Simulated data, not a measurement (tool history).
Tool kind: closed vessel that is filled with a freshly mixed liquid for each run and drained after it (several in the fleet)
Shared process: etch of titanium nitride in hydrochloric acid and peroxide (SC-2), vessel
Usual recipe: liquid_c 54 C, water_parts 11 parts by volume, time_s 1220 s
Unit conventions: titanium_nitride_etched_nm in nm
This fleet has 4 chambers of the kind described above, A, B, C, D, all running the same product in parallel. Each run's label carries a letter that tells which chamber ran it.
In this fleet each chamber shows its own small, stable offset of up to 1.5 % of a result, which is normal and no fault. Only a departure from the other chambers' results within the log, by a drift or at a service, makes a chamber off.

run	hour	liquid_c	water_parts	time_s	hours since the thermometer was replaced	hours since the chemicals flow meter was replaced	hours since the drum of peroxide was connected	read-back film thickness of the titanium nitride reference wafer, read on the same gauge (nm)	titanium_nitride_etched_nm
1B	2.8	54	11	1220	1635.1	492.4	559.5	79.98	37.104
2A	6.3	54	11	1220	648.5	1910.5	227.6	80.005	37.943
3C	12	54	11	1220	296.5	328.4	73.9	80.024	37.467
4D	14.9	54	11	1220	538.3	778.5	129.4	80	37.409
5B	17.5	54	11	1220	1649.8	507.1	574.2	79.995	36.74
6D	20.3	49	11	1590	543.7	783.9	134.8	80.001	35.324
7A	25.9	49	11	1590	668.1	1930.1	247.2	79.992	35.43
8C	30.9	49	11	1590	315.4	347.3	92.8	80.005	35.163
9D	36.4	49	11	1590	559.8	800	150.9	79.999	35.314
10C	39.3	54	11	1220	323.8	355.7	101.2	79.992	37.312
11B	44.8	54	11	1220	1677.1	534.4	601.5	79.996	36.899
12A	47.9	54	11	1220	690.1	1952.1	269.2	79.996	37.744
13D	51.5	54	11	1220	574.9	815.1	166	79.988	37.56
14C	55.7	54	11	1220	340.2	372.1	117.6	80.024	37.126
# hour 56.9: chamber D: chemicals flow meter replaced
15A	58.7	54	11	1220	700.9	1962.9	280	80.009	37.794
16B	63.3	54	11	1220	1695.6	552.9	620	80.001	37.083
17D	68.5	54	11	1220	591.9	11.6	183	79.998	37.301
# hour 69.9: chamber B: new drum of peroxide connected
18B	72.6	54	11	1220	1704.9	562.2	2.8	80.006	36.942
19A	78	54	11	1220	720.2	1982.2	299.3	80.003	37.667
20C	81.7	54	11	1220	366.2	398.1	143.6	80.011	37.08
21C	87.3	58	11	1220	371.8	403.7	149.2	79.991	47.832
22B	90.4	58	11	1220	1722.7	580	20.6	80.008	47.826
23A	92.8	58	11	1220	735	1997	314.1	79.989	48.814
24D	97.4	58	11	1220	620.8	40.5	211.9	79.984	48.186
25A	100.9	54	11	1220	743.1	2005.1	322.2	79.992	37.576
26D	104.1	54	11	1220	627.5	47.2	218.6	80.004	37.31
27B	108.7	54	11	1220	1741	598.3	38.9	79.997	37.049
28C	111.9	54	11	1220	396.4	428.3	173.8	79.996	36.857
29D	114.8	54	11	1220	638.2	57.9	229.3	80.016	37.475
30A	119.6	54	11	1220	761.8	2023.8	340.9	80.008	37.686
31B	122.3	54	11	1220	1754.6	611.9	52.5	79.994	37.233
32C	124.9	54	11	1220	409.4	441.3	186.8	79.996	36.585
33C	130	54	11	1220	414.5	446.4	191.9	80.011	36.491
34B	133.6	54	11	1220	1765.9	623.2	63.8	80.015	37.032
35A	137	54	11	1220	779.2	2041.2	358.3	80.011	37.6
36D	139.5	54	11	1220	662.9	82.6	254	79.985	37.552
# hour 145.1: chamber B: thermometer replaced
37C	145.1	54	11	1220	429.6	461.5	207	79.985	36.387
38D	148	54	11	1220	671.4	91.1	262.5	80.01	37.494
39B	151.7	54	11	1220	6.7	641.3	81.9	80.001	37.121
40A	157.3	54	7.5	1740	799.5	2061.5	378.6	80.013	73.14
41A	159.9	54	7.5	1740	802.1	2064.1	381.2	79.997	73.63

Has any chamber moved away from the others, gradually or after a service, or does the common gauge drift, or do the chambers differ only by their own small steady offsets? State the chamber and the most likely cause if one applies.

Little by little, chamber C moves away from the other chambers.
Likeliest cause: peroxide weaker than its label (%) = 3.54.
With only this log, it may be confused with: liquid colder than its thermometer reads (K); chemicals flow below the setpoint (%).

Below are 4 candidate recipes for chamber C's next run, each the usual settings with a change, their results shown as question marks. Which of them brings C's results back in line with what the other chambers give on the usual settings?
In line here means within this much of the mean the other chambers give on the usual settings: titanium_nitride_etched_nm 0.41 nm
42C-1	164	53.5	11	1180					?
42C-2	164	54	11	1185					?
42C-3	164	54.5	11	1220					?
42C-4	164	54.5	11	1260					?

The mean the other chambers reach with the usual settings: titanium_nitride_etched_nm 37.428 nm
run	titanium_nitride_etched_nm
42C-1	34.031
42C-2	35.307
42C-3	37.549
42C-4	38.781
The answer is 42C-3, which returns the chamber to within the allowed miss of the others.
